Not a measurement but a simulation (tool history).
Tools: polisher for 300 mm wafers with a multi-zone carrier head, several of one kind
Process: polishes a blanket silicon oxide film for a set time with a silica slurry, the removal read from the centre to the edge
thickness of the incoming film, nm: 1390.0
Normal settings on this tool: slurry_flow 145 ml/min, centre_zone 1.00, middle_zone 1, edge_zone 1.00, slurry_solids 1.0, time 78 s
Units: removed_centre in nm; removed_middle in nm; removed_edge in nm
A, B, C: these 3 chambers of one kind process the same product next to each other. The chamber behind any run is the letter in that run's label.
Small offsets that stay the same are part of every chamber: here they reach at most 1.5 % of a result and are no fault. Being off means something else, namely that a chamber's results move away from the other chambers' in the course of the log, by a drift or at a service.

run   hour  slurry_flow  centre_zone  middle_zone  edge_zone  slurry_solids  time  removed_centre  removed_middle  removed_edge
       1.6  -- chamber B: worn pad replaced by a new one
 1A    6.4          145         1.00            1       1.00            1.0    78          246.21          243.20        243.30
       7.2  -- chamber B: slurry nozzle cleaned
 2B   11.0          145         1.00            1       1.00            1.0    78          248.68          244.03        248.59
 3C   15.3          145         1.00            1       1.00            1.0    78          237.82          245.13        244.70
 4A   18.4          145         1.00            1       1.00            1.0    78          248.57          240.92        244.82
 5B   24.9          145         1.00            1       1.00            1.0    78          242.05          241.35        237.94
      28.7  -- chamber C: worn pad replaced by a new one
 6C   30.2          145         1.00            1       1.00            1.0    78          242.88          247.07        244.00
 7B   37.0          145         1.00            1       1.00            1.0    78          250.21          246.88        244.07
 8C   40.1          145         1.00            1       1.00            1.0    78          240.30          244.91        248.38
 9A   43.5          145         1.00            1       1.00            1.0    78          250.75          246.91        255.74
10A   47.5          145         1.00            1       1.00            1.0    78          249.04          245.66        248.11
11B   51.6          145         1.00            1       1.00            1.0    78          248.84          246.25        236.73
12C   58.3          165         1.12            1       1.00            1.0    78          284.57          254.86        246.76
13A   64.2          165         1.12            1       1.00            1.0    78          286.79          252.07        250.12
14C   67.8          165         1.12            1       1.00            1.0    78          284.81          249.12        253.13
      70.7  -- chamber B: edge zone pressure recalibrated
15B   74.3          145         1.00            1       1.00            1.0    78          249.14          243.45        242.78
16C   77.4          145         1.00            1       1.00            1.0    78          246.57          246.98        246.66
17A   80.5          145         1.00            1       1.00            1.0    78          253.01          241.56        247.65
      83.1  -- chamber C: centre zone pressure recalibrated
18B   86.2          145         1.00            1       1.00            1.0    78          244.01          248.65        244.67
      88.5  -- chamber C: slurry nozzle cleaned
19A   90.3          145         1.00            1       1.00            1.0    78          249.41          242.77        242.93
20B   96.4          145         1.00            1       1.00            1.0    78          246.90          244.94        247.96
21C  101.9          145         1.00            1       1.00            1.0    78          213.85          244.94        245.71
     105.8  -- chamber C: edge zone pressure recalibrated
22B  108.0          145         1.00            1       1.00            1.0    78          244.46          242.86        239.87
23C  111.7          145         1.00            1       1.00            1.0    78          209.78          246.34        243.20
24A  116.2          145         1.00            1       1.00            1.0    78          247.52          241.86        248.55
25C  121.5          145         1.00            1       1.00            1.0    78          210.65          247.95        243.40
     125.7  -- chamber C: worn pad replaced by a new one
26A  125.7          145         1.00            1       1.00            1.0    78          248.09          242.33        244.19
27B  131.6          195         1.00            1       1.00            1.0    78          260.88          256.62        258.32
28B  137.3          195         1.00            1       1.00            1.0    78          255.38          258.80        254.11
29C  143.8          195         1.00            1       1.00            1.0    78          223.94          257.46        253.84
     149.4  -- chamber A: worn pad replaced by a new one
30A  150.1          145         1.06            1       0.93            1.0    78          262.76          245.61        238.60
31A  156.6          145         1.06            1       0.93            1.0    78          261.55          244.31        229.32
32C  160.3          145         1.06            1       0.93            1.0    78          225.02          247.61        239.66
33B  166.7          145         1.00            1       1.00            1.0    78          246.93          243.68        248.82
34C  171.4          145         1.00            1       1.00            1.0    78          208.21          244.23        250.88
     174.0  -- chamber B: worn pad replaced by a new one
35A  177.8          145         1.00            1       1.00            1.0    78          249.89          243.60        249.13
36B  181.2          145         1.00            1       1.00            1.0    78          243.00          243.18        244.38
37B  185.6          145         1.00            1       1.00            1.0    78          243.07          246.14        238.83
38A  190.3          145         1.00            1       1.00            0.7    78          207.62          205.54        204.76
     190.8  -- chamber A: slurry nozzle cleaned
39C  195.4          145         1.00            1       1.00            0.7    78          174.99          203.78        206.01
40C  198.8          145         1.00            1       1.00            0.7    78          177.96          203.70        200.13
41B  204.7          180         1.00            1       1.00            1.0    78          256.86          253.99        251.52
42A  209.0          180         1.00            1       1.00            1.0    78          254.55          252.84        258.08

Predict what each chamber gives when all 3 of them run the settings below next.
43A  213.9          145         1.00            1       1.00            1.0    78               ?               ?             ?
43B  213.9          145         1.00            1       1.00            1.0    78               ?               ?             ?
43C  213.9          145         1.00            1       1.00            1.0    78               ?               ?             ?

run  removed_centre  removed_middle  removed_edge
43A          250.68          247.69        244.68
43B          244.06          246.21        244.95
43C          207.29          243.45        248.99
